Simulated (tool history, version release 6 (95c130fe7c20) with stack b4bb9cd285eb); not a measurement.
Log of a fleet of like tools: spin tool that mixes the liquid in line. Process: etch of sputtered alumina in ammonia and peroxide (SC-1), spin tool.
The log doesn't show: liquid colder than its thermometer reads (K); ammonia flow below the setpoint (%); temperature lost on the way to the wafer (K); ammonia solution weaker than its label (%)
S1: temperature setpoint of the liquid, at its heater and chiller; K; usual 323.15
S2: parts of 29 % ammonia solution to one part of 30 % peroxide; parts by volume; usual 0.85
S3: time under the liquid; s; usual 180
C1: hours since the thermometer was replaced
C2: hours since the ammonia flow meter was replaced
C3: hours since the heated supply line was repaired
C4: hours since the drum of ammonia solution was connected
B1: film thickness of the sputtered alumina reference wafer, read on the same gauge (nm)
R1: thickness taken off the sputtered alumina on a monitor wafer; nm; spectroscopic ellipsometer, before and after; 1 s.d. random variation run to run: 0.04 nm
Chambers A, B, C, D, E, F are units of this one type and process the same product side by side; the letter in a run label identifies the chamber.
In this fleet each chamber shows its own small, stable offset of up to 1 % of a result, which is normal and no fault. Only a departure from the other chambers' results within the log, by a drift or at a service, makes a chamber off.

run	hour	S1	S2	S3	C1	C2	C3	C4	B1	R1
1A	11.5	323.15	0.85	180	831.7	481.5	490.9	378.0	100.020	8.7665
# hour 17.3: chamber B: new drum of ammonia solution connected
2C	21.0	323.15	0.85	180	782.8	457.2	1307.5	75.7	100.000	8.7792
3D	32.1	323.15	0.85	180	1188.5	428.7	1400.2	61.4	100.000	8.6228
# hour 35.5: chamber B: heated supply line repaired
4F	39.4	323.15	0.85	180	1092.0	597.6	2141.7	283.6	100.020	8.6589
5E	49.8	323.15	0.85	180	326.3	308.3	2399.2	504.3	99.971	8.6895
6B	58.3	323.15	0.85	180	2295.6	90.9	22.9	41.0	99.999	8.7058
7D	65.4	323.15	0.85	180	1221.8	462.0	1433.5	94.7	99.979	8.6482
8F	76.8	323.15	0.85	180	1129.4	635.0	2179.1	321.0	100.030	8.6597
9E	86.7	323.15	0.85	180	363.2	345.2	2436.1	541.2	99.981	8.6597
10A	96.4	323.15	0.85	180	916.6	566.4	575.8	462.9	100.070	8.7185
11C	104.3	323.15	0.85	180	866.1	540.5	1390.8	159.0	99.986	8.7677
12B	112.7	323.15	0.85	180	2350.0	145.3	77.3	95.4	99.994	8.7159
# hour 118.5: chamber F: thermometer replaced
13F	120.2	323.15	0.85	180	1.8	678.4	2222.5	364.4	99.992	8.7464
14A	132.2	323.15	0.85	180	952.4	602.2	611.6	498.7	99.972	8.7203
15D	138.3	315.65	0.65	180	1294.7	534.9	1506.4	167.6	99.960	5.5153
16E	150.1	315.65	0.65	180	426.6	408.6	2499.5	604.6	100.040	5.5340
# hour 158.0: chamber D: heated supply line repaired
# hour 159.2: chamber E: new drum of ammonia solution connected
# hour 162.1: chamber D: ammonia flow meter replaced
17B	162.3	315.65	0.65	180	2399.6	194.9	126.9	145.0	99.991	5.6122
18C	172.0	315.65	0.65	180	933.8	608.2	1458.5	226.7	100.060	5.5781
# hour 179.1: chamber D: thermometer replaced
19A	180.0	315.65	0.65	180	1000.2	650.0	659.4	546.5	100.000	5.4771
20E	189.1	315.65	0.65	180	465.6	447.6	2538.5	30.0	100.010	5.5526
21D	198.4	323.15	0.85	180	19.3	36.4	40.4	227.7	100.020	8.6516
22B	210.7	323.15	0.85	180	2448.0	243.3	175.3	193.4	100.000	8.7248
23F	222.9	323.15	0.85	180	104.5	781.1	2325.2	467.1	99.969	8.6708
# hour 228.4: chamber C: ammonia flow meter replaced
24C	229.9	323.15	0.85	180	991.7	1.5	1516.4	284.6	100.010	8.7315
# hour 231.1: chamber E: ammonia flow meter replaced
# hour 234.9: chamber B: thermometer replaced
25E	237.0	323.15	0.85	180	513.5	5.9	2586.4	77.9	99.966	8.7085
26A	248.5	323.15	0.85	180	1068.7	718.5	727.9	615.0	99.989	8.4182
27D	257.4	331.65	0.85	100	78.3	95.4	99.4	286.7	100.030	7.5851
28B	264.0	331.65	0.85	100	29.1	296.6	228.6	246.7	99.983	7.6393
29C	270.3	331.65	0.85	100	1032.1	41.9	1556.8	325.0	100.010	7.6397
30F	281.7	331.65	0.85	100	163.3	839.9	2384.0	525.9	100.010	7.5549
31F	287.7	331.65	0.85	100	169.3	845.9	2390.0	531.9	100.030	7.5800
32D	293.5	331.65	0.85	100	114.4	131.5	135.5	322.8	99.995	7.5724
33A	300.4	323.15	0.85	180	1120.6	770.4	779.8	666.9	100.000	8.2944
34C	307.8	323.15	0.85	180	1069.6	79.4	1594.3	362.5	99.993	8.7263
35B	319.1	323.15	0.85	180	84.2	351.7	283.7	301.8	99.998	8.6642
36E	325.3	323.15	0.85	180	601.8	94.2	2674.7	166.2	99.986	8.7317
37B	337.0	323.15	0.85	180	102.1	369.6	301.6	319.7	100.020	8.7016
38A	345.6	323.15	0.85	180	1165.8	815.6	825.0	712.1	100.020	8.1883

Next, all 6 chambers run the settings below, one line each with question marks for the results. What does each chamber give?
39A	354.4	329.15	0.85	180						?
39B	354.4	329.15	0.85	180						?
39C	354.4	329.15	0.85	180						?
39D	354.4	329.15	0.85	180						?
39E	354.4	329.15	0.85	180						?
39F	354.4	329.15	0.85	180						?

run	R1
39A	11.3910
39B	11.9540
39C	12.0980
39D	11.9350
39E	11.9410
39F	11.9500
